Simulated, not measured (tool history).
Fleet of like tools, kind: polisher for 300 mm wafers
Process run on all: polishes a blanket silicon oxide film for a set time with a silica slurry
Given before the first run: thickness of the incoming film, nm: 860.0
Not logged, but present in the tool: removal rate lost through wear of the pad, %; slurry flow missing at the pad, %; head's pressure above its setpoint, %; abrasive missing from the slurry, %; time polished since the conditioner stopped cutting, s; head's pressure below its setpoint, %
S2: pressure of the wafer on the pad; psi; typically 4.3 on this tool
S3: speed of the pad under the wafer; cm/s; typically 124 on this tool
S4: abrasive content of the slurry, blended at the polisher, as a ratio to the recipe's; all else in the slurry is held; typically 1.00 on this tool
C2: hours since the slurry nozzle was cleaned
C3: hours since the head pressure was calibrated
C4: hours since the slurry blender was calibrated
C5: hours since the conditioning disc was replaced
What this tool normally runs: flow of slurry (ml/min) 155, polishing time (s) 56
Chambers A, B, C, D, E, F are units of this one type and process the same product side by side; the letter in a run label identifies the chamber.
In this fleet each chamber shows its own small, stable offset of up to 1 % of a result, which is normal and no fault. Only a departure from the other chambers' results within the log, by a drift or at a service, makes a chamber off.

At hour 2.2: chamber D: worn pad replaced by a new one.
At hour 5.1: chamber F: worn pad replaced by a new one.
Run 1B, hour 5.7: usual settings; wafers polished on this pad 302; C2 225.4; C3 303.5; C4 30.1; C5 18.2. Result: film removed (nm) 240.74.
Run 2D, hour 13.4: usual settings; wafers polished on this pad 74; C2 417.5; C3 159.1; C4 83.9; C5 86.6. Result: film removed (nm) 236.01.
Run 3F, hour 18.3: usual settings; wafers polished on this pad 88; C2 256.5; C3 464.6; C4 240.5; C5 493.1. Result: film removed (nm) 241.46.
At hour 19.9: chamber D: slurry nozzle cleaned.
Run 4E, hour 25.3: usual settings; wafers polished on this pad 453; C2 207.3; C3 140.1; C4 92.8; C5 156.3. Result: film removed (nm) 234.94.
At hour 29.4: chamber F: slurry nozzle cleaned.
Run 5C, hour 32.4: usual settings; wafers polished on this pad 1063; C2 124.0; C3 437.2; C4 234.0; C5 62.7. Result: film removed (nm) 236.81.
At hour 33.4: chamber C: worn pad replaced by a new one.
At hour 34.3: chamber E: slurry nozzle cleaned.
Run 6A, hour 40.5: usual settings; wafers polished on this pad 621; C2 236.4; C3 132.4; C4 184.3; C5 151.5. Result: film removed (nm) 238.30.
At hour 43.6: chamber B: worn pad replaced by a new one.
At hour 46.2: chamber F: conditioning disc replaced and pad reconditioned.
Run 7F, hour 46.2: usual settings; wafers polished on this pad 272; C2 16.9; C3 492.5; C4 268.4; C5 0.0. Result: film removed (nm) 236.99.
Run 8B, hour 54.7: usual settings; wafers polished on this pad 73; C2 274.4; C3 352.5; C4 79.1; C5 67.2. Result: film removed (nm) 239.42.
At hour 55.4: chamber E: slurry blender recalibrated.
At hour 57.9: chamber F: head pressure recalibrated.
At hour 59.0: chamber D: conditioning disc replaced and pad reconditioned.
Run 9D, hour 61.4: usual settings; wafers polished on this pad 392; C2 41.5; C3 207.1; C4 131.9; C5 2.4. Result: film removed (nm) 236.66.
Run 10E, hour 66.2: usual settings but S2 3.3 psi, S4 0.85; wafers polished on this pad 724; C2 31.9; C3 181.0; C4 10.9; C5 197.2. Result: film removed (nm) 166.97.
Run 11A, hour 70.2: usual settings but S2 3.3 psi, S4 0.85; wafers polished on this pad 818; C2 266.1; C3 162.1; C4 214.0; C5 181.2. Result: film removed (nm) 168.87.
Run 12C, hour 77.8: usual settings but S2 3.3 psi, S4 0.85; wafers polished on this pad 293; C2 169.4; C3 482.6; C4 279.4; C5 108.1. Result: film removed (nm) 165.71.
At hour 78.4: chamber B: conditioning disc replaced and pad reconditioned.
At hour 79.0: chamber E: conditioning disc replaced and pad reconditioned.
At hour 79.5: chamber D: worn pad replaced by a new one.
At hour 80.8: chamber D: slurry blender recalibrated.
Run 13D, hour 83.8: usual settings but S2 3.3 psi, S4 0.85; wafers polished on this pad 28; C2 63.9; C3 229.5; C4 3.1; C5 24.8. Result: film removed (nm) 167.41.
Run 14F, hour 91.3: usual settings but S2 3.3 psi, S4 0.85; wafers polished on this pad 571; C2 62.0; C3 33.4; C4 313.5; C5 45.1. Result: film removed (nm) 167.93.
At hour 95.3: chamber A: worn pad replaced by a new one.
Run 15A, hour 97.1: usual settings but S2 3.3 psi, S4 0.85; wafers polished on this pad 12; C2 293.0; C3 189.0; C4 240.9; C5 208.1. Result: film removed (nm) 166.40.
At hour 99.1: chamber A: slurry blender recalibrated.
At hour 101.5: chamber E: worn pad replaced by a new one.
Run 16E, hour 104.0: usual settings but S4 1.20; wafers polished on this pad 17; C2 69.7; C3 218.8; C4 48.7; C5 25.0. Result: film removed (nm) 253.88.
Run 17B, hour 110.7: usual settings but S4 1.20; wafers polished on this pad 444; C2 330.4; C3 408.5; C4 135.1; C5 32.4. Result: film removed (nm) 254.78.
Run 18C, hour 115.0: usual settings but S4 1.20; wafers polished on this pad 540; C2 206.6; C3 519.8; C4 316.6; C5 145.3. Result: film removed (nm) 258.00.
At hour 123.0: chamber F: worn pad replaced by a new one.
Run 19D, hour 123.0: usual settings but S4 1.20; wafers polished on this pad 288; C2 103.1; C3 268.7; C4 42.3; C5 64.0. Result: film removed (nm) 251.46.
Run 20B, hour 131.2: usual settings but S4 1.20; wafers polished on this pad 579; C2 350.9; C3 429.0; C4 155.6; C5 52.9. Result: film removed (nm) 257.67.
At hour 136.0: chamber B: worn pad replaced by a new one.
Run 21F, hour 138.2: usual settings but S4 1.20; wafers polished on this pad 101; C2 108.9; C3 80.3; C4 360.4; C5 92.0. Result: film removed (nm) 257.92.
At hour 141.7: chamber B: slurry blender recalibrated.
Run 22C, hour 144.3: usual settings; wafers polished on this pad 734; C2 235.9; C3 549.1; C4 345.9; C5 174.6. Result: film removed (nm) 237.62.
Run 23A, hour 150.1: usual settings; wafers polished on this pad 362; C2 346.0; C3 242.0; C4 51.0; C5 261.1. Result: film removed (nm) 231.84.
Run 24E, hour 154.3: usual settings; wafers polished on this pad 349; C2 120.0; C3 269.1; C4 99.0; C5 75.3. Result: film removed (nm) 235.30.
At hour 157.5: chamber D: worn pad replaced by a new one.
Run 25C, hour 159.0: usual settings; wafers polished on this pad 831; C2 250.6; C3 563.8; C4 360.6; C5 189.3. Result: film removed (nm) 241.25.
Run 26F, hour 167.5: usual settings; wafers polished on this pad 295; C2 138.2; C3 109.6; C4 389.7; C5 121.3. Result: film removed (nm) 235.07.
At hour 168.9: chamber C: slurry blender recalibrated.
At hour 171.2: chamber E: slurry blender recalibrated.
Run 27A, hour 173.5: usual settings; wafers polished on this pad 517; C2 369.4; C3 265.4; C4 74.4; C5 284.5. Result: film removed (nm) 237.62.
At hour 178.6: chamber B: conditioning disc replaced and pad reconditioned.
Run 28D, hour 179.5: usual settings; wafers polished on this pad 145; C2 159.6; C3 325.2; C4 98.8; C5 120.5. Result: film removed (nm) 240.79.
Run 29E, hour 184.5: usual settings; wafers polished on this pad 549; C2 150.2; C3 299.3; C4 13.3; C5 105.5. Result: film removed (nm) 238.90.
Run 30B, hour 188.6: usual settings but S2 5.0 psi, polishing time (s) 44; wafers polished on this pad 348; C2 408.3; C3 486.4; C4 47.0; C5 10.1. Result: film removed (nm) 217.64.
At hour 191.2: chamber D: conditioning disc replaced and pad reconditioned.
Run 31F, hour 196.5: usual settings but S2 5.0 psi, polishing time (s) 44; wafers polished on this pad 486; C2 167.2; C3 138.6; C4 418.7; C5 150.3. Result: film removed (nm) 217.97.
Run 32B, hour 200.9: usual settings but S2 5.0 psi, polishing time (s) 44; wafers polished on this pad 429; C2 420.6; C3 498.7; C4 59.3; C5 22.4. Result: film removed (nm) 218.48.
Run 33C, hour 204.8: usual settings but S2 5.0 psi, polishing time (s) 44; wafers polished on this pad 1134; C2 296.4; C3 609.6; C4 35.9; C5 235.1. Result: film removed (nm) 217.44.
Run 34A, hour 210.7: usual settings but S2 5.0 psi, polishing time (s) 44; wafers polished on this pad 763; C2 406.6; C3 302.6; C4 111.6; C5 321.7. Result: film removed (nm) 219.26.
Run 35D, hour 215.3: usual settings but S2 5.0 psi, polishing time (s) 44; wafers polished on this pad 382; C2 195.4; C3 361.0; C4 134.6; C5 24.2. Result: film removed (nm) 218.34.
Run 36E, hour 223.2: usual settings; wafers polished on this pad 805; C2 188.9; C3 338.0; C4 52.0; C5 144.2. Result: film removed (nm) 235.02.
Run 37E, hour 228.2: usual settings; wafers polished on this pad 838; C2 193.9; C3 343.0; C4 57.0; C5 149.2. Result: film removed (nm) 236.83.

All chambers now run identical settings, listed one chamber a line with results as question marks. What results will each chamber show?
Run 38A, hour 234.2: usual settings but S4 1.20. Result: film removed (nm) ?.
Run 38B, hour 234.2: usual settings but S4 1.20. Result: film removed (nm) ?.
Run 38C, hour 234.2: usual settings but S4 1.20. Result: film removed (nm) ?.
Run 38D, hour 234.2: usual settings but S4 1.20. Result: film removed (nm) ?.
Run 38E, hour 234.2: usual settings but S4 1.20. Result: film removed (nm) ?.
Run 38F, hour 234.2: usual settings but S4 1.20. Result: film removed (nm) ?.

run  film removed (nm)
38A             255.45
38B             256.44
38C             253.35
38D             253.98
38E             254.79
38F             257.02
